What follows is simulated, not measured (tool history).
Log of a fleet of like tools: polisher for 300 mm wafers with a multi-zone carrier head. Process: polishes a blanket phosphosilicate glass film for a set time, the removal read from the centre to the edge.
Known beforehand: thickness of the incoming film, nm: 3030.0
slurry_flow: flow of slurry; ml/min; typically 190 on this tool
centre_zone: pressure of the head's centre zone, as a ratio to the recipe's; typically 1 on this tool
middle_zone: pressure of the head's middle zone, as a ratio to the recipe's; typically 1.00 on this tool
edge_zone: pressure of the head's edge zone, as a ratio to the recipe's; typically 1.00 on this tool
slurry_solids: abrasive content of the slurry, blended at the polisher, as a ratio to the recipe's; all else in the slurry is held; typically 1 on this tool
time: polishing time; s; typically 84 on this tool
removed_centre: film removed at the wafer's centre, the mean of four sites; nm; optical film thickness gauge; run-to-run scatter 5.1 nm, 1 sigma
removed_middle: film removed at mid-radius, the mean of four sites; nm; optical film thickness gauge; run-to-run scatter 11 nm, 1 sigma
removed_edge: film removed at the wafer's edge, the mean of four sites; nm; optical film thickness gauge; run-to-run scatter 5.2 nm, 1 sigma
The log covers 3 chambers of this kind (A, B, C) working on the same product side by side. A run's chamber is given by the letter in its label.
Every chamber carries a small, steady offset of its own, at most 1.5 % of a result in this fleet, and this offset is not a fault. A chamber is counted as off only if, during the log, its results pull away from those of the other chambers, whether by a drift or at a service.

run,hour,slurry_flow,centre_zone,middle_zone,edge_zone,slurry_solids,time,removed_centre,removed_middle,removed_edge
# hour 6.3: chamber A: worn pad replaced by a new one
# hour 7.0: chamber C: worn pad replaced by a new one
1B,11.5,190,1,1.00,1.00,1,84,799.99,782.84,790.33
2C,20.1,190,1,1.00,1.00,1,84,788.67,795.91,801.89
3A,29.4,190,1,1.00,1.00,1,84,791.62,769.63,786.77
# hour 31.9: chamber C: slurry nozzle cleaned
4C,36.5,190,1,1.00,1.00,1,84,786.19,802.35,797.87
5A,49.1,190,1,1.00,1.00,1,84,798.06,769.53,787.24
6B,62.0,190,1,1.00,1.00,1,84,803.02,794.01,790.25
# hour 68.0: chamber B: worn pad replaced by a new one
7B,73.7,190,1,1.00,1.00,1,84,798.13,781.75,786.56
8C,83.7,190,1,1.00,1.00,1,84,781.96,814.54,791.66
9A,92.5,190,1,1.00,1.00,1,84,790.84,776.51,793.18
# hour 104.7: chamber B: centre zone pressure recalibrated
10A,106.3,190,1,1.00,1.00,1,84,796.42,769.82,787.64
# hour 113.1: chamber C: worn pad replaced by a new one
11C,116.4,190,1,1.00,1.00,1,84,794.47,800.76,795.46
# hour 120.5: chamber A: worn pad replaced by a new one
12B,129.5,190,1,1.00,1.00,1,84,796.77,782.05,789.26
13B,136.1,190,1,1.00,1.00,1,84,799.83,783.06,791.95
14A,145.9,190,1,1.00,1.00,1,84,798.41,785.87,790.54
15C,159.2,190,1,1.00,1.00,1,84,779.85,791.30,799.97
16C,171.5,190,1,1.00,1.00,1,84,790.09,798.11,790.73
17A,185.1,190,1,1.00,1.00,1,84,790.16,806.07,787.22
18B,197.2,190,1,1.00,1.00,1,72,684.06,683.09,674.41
# hour 208.7: chamber A: worn pad replaced by a new one
19A,209.3,190,1,1.00,1.00,1,72,680.55,697.66,676.70
20C,223.0,190,1,1.00,1.00,1,72,675.17,678.27,689.00
# hour 223.5: chamber B: worn pad replaced by a new one
# hour 234.7: chamber C: worn pad replaced by a new one
21B,235.2,190,1,1.00,1.00,1,84,810.53,790.68,789.47
22C,243.9,190,1,1.00,1.00,1,84,781.58,796.10,795.14
23A,253.7,190,1,1.09,1.00,1,84,785.12,850.21,795.81

Is one chamber off against the others, does the gauge drift, or is nothing wrong? If a chamber is off, say which, and what the likeliest cause is.

All chambers stay in line apart from their small fixed offsets, and the gauge does not drift.
